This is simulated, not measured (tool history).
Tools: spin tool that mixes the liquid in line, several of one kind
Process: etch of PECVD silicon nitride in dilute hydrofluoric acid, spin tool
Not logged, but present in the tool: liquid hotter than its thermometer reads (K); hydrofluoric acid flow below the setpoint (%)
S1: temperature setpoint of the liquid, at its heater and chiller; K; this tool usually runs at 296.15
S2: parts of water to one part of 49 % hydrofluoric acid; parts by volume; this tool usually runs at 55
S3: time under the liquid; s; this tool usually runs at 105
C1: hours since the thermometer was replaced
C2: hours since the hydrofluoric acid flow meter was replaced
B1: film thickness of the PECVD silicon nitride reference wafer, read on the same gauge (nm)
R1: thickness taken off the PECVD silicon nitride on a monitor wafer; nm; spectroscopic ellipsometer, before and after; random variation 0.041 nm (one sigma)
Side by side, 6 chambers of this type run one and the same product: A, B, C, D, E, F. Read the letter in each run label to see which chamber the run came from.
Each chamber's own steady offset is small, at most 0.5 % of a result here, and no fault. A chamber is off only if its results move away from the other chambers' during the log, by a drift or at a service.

| run | hour | S1 | S2 | S3 | C1 | C2 | B1 | R1 |
|---|---|---|---|---|---|---|---|---|
|  | 0.9 | chamber E: hydrofluoric acid flow meter replaced |
| 1D | 4.6 | 296.15 | 55 | 105 | 515.1 | 911.5 | 29.964 | 4.5584 |
| 2A | 9.2 | 296.15 | 55 | 105 | 1124.3 | 1440.2 | 30.005 | 4.5478 |
| 3E | 14.7 | 296.15 | 55 | 105 | 410.3 | 13.9 | 29.981 | 4.512 |
| 4C | 20.3 | 296.15 | 55 | 105 | 1810.4 | 386.6 | 30.003 | 4.5447 |
| 5B | 24.6 | 296.15 | 55 | 105 | 888.5 | 54.7 | 29.97 | 4.618 |
| 6F | 28.2 | 296.15 | 55 | 105 | 804 | 620.4 | 29.989 | 4.4877 |
|  | 32.7 | chamber B: thermometer replaced |
| 7F | 33.4 | 296.15 | 55 | 105 | 809.2 | 625.6 | 29.976 | 4.5376 |
| 8A | 36.6 | 296.15 | 55 | 105 | 1151.7 | 1467.6 | 29.993 | 4.4749 |
| 9E | 39.7 | 296.15 | 55 | 105 | 435.3 | 38.9 | 29.986 | 4.5137 |
| 10D | 43.9 | 296.15 | 55 | 105 | 554.4 | 950.8 | 29.987 | 4.5228 |
| 11B | 48.9 | 296.15 | 55 | 105 | 16.2 | 79 | 29.967 | 4.4947 |
| 12C | 52.7 | 296.15 | 55 | 160 | 1842.8 | 419 | 29.997 | 6.9376 |
| 13B | 56.4 | 296.15 | 55 | 160 | 23.7 | 86.5 | 30.008 | 7.0004 |
| 14F | 59.1 | 296.15 | 55 | 160 | 834.9 | 651.3 | 29.985 | 7.0656 |
| 15C | 63.5 | 296.15 | 55 | 160 | 1853.6 | 429.8 | 30.012 | 6.9496 |
| 16E | 68.1 | 296.15 | 55 | 160 | 463.7 | 67.3 | 29.98 | 6.7852 |
| 17D | 72.5 | 296.15 | 55 | 160 | 583 | 979.4 | 30.008 | 7.1753 |
| 18A | 76 | 296.15 | 55 | 105 | 1191.1 | 1507 | 29.979 | 4.5865 |
| 19C | 78.7 | 296.15 | 55 | 105 | 1868.8 | 445 | 30.032 | 4.5201 |
| 20B | 82.4 | 296.15 | 55 | 105 | 49.7 | 112.5 | 29.965 | 4.5204 |
|  | 83.7 | chamber F: thermometer replaced |
| 21A | 86.9 | 296.15 | 55 | 105 | 1202 | 1517.9 | 29.974 | 4.4754 |
| 22E | 90.6 | 296.15 | 55 | 105 | 486.2 | 89.8 | 29.997 | 4.562 |
| 23D | 93.5 | 300.65 | 55 | 85 | 604 | 1000.4 | 29.986 | 5.2237 |
| 24F | 98.7 | 300.65 | 55 | 85 | 15 | 690.9 | 29.983 | 4.9813 |
| 25E | 103 | 300.65 | 55 | 85 | 498.6 | 102.2 | 30.004 | 4.9063 |
| 26A | 106.5 | 300.65 | 55 | 85 | 1221.6 | 1537.5 | 30.026 | 4.9035 |
| 27B | 111.5 | 300.65 | 55 | 85 | 78.8 | 141.6 | 29.994 | 4.9765 |
| 28F | 114.1 | 300.65 | 55 | 85 | 30.4 | 706.3 | 29.96 | 4.9178 |
| 29C | 117.5 | 296.15 | 40 | 105 | 1907.6 | 483.8 | 30.02 | 6.181 |
| 30D | 122.1 | 296.15 | 40 | 105 | 632.6 | 1029 | 30.024 | 6.7427 |
| 31D | 125.2 | 296.15 | 40 | 105 | 635.7 | 1032.1 | 29.978 | 6.7673 |
| 32F | 129.4 | 296.15 | 40 | 105 | 45.7 | 721.6 | 29.953 | 6.1919 |
| 33E | 133.2 | 296.15 | 40 | 105 | 528.8 | 132.4 | 29.98 | 6.2511 |
| 34B | 135.8 | 296.15 | 40 | 105 | 103.1 | 165.9 | 30.023 | 6.1145 |
| 35C | 139.3 | 296.15 | 55 | 105 | 1929.4 | 505.6 | 29.99 | 4.5503 |
| 36A | 144.1 | 296.15 | 55 | 105 | 1259.2 | 1575.1 | 29.988 | 4.4902 |
| 37C | 148.7 | 296.15 | 55 | 105 | 1938.8 | 515 | 30.024 | 4.5466 |
| 38A | 154.1 | 297.65 | 55 | 105 | 1269.2 | 1585.1 | 29.964 | 4.9884 |
| 39D | 158.8 | 297.65 | 55 | 105 | 669.3 | 1065.7 | 29.996 | 5.5605 |
| 40F | 162.2 | 297.65 | 55 | 105 | 78.5 | 754.4 | 30.043 | 5.0241 |

Decide between three cases: one chamber stands off from its peers, the gauge reading all wafers drifts, or nothing is wrong past each chamber's small offset. Where a chamber is off, say which and what most likely put it there.

It is chamber D that slowly wanders off from its peers.
Likeliest cause: liquid hotter than its thermometer reads (K) = 1.73.
With only this log, it may be confused with: hydrofluoric acid flow above the setpoint (%).

Below are 4 candidate recipes for chamber D's next run, each the usual settings with a change, their results shown as question marks. Which of them brings D's results back in line with what the other chambers give on the usual settings?
Allowed miss from the other chambers' usual-settings mean, per result, to count as in line: R1 0.15 nm
| 41D-1 | 166.3 | 294.65 | 55 | 105 |  |  |  | ? |
| 41D-2 | 166.3 | 296.65 | 50 | 110 |  |  |  | ? |
| 41D-3 | 166.3 | 297.65 | 55 | 105 |  |  |  | ? |
| 41D-4 | 166.3 | 293.65 | 55 | 105 |  |  |  | ? |

The mean the other chambers reach with the usual settings: R1 4.5231 nm
| run | R1 |
|---|---|
| 41D-1 | 4.5647 |
| 41D-2 | 6.0161 |
| 41D-3 | 5.5868 |
| 41D-4 | 4.2621 |
The answer is 41D-1, which returns the chamber to within the allowed miss of the others.
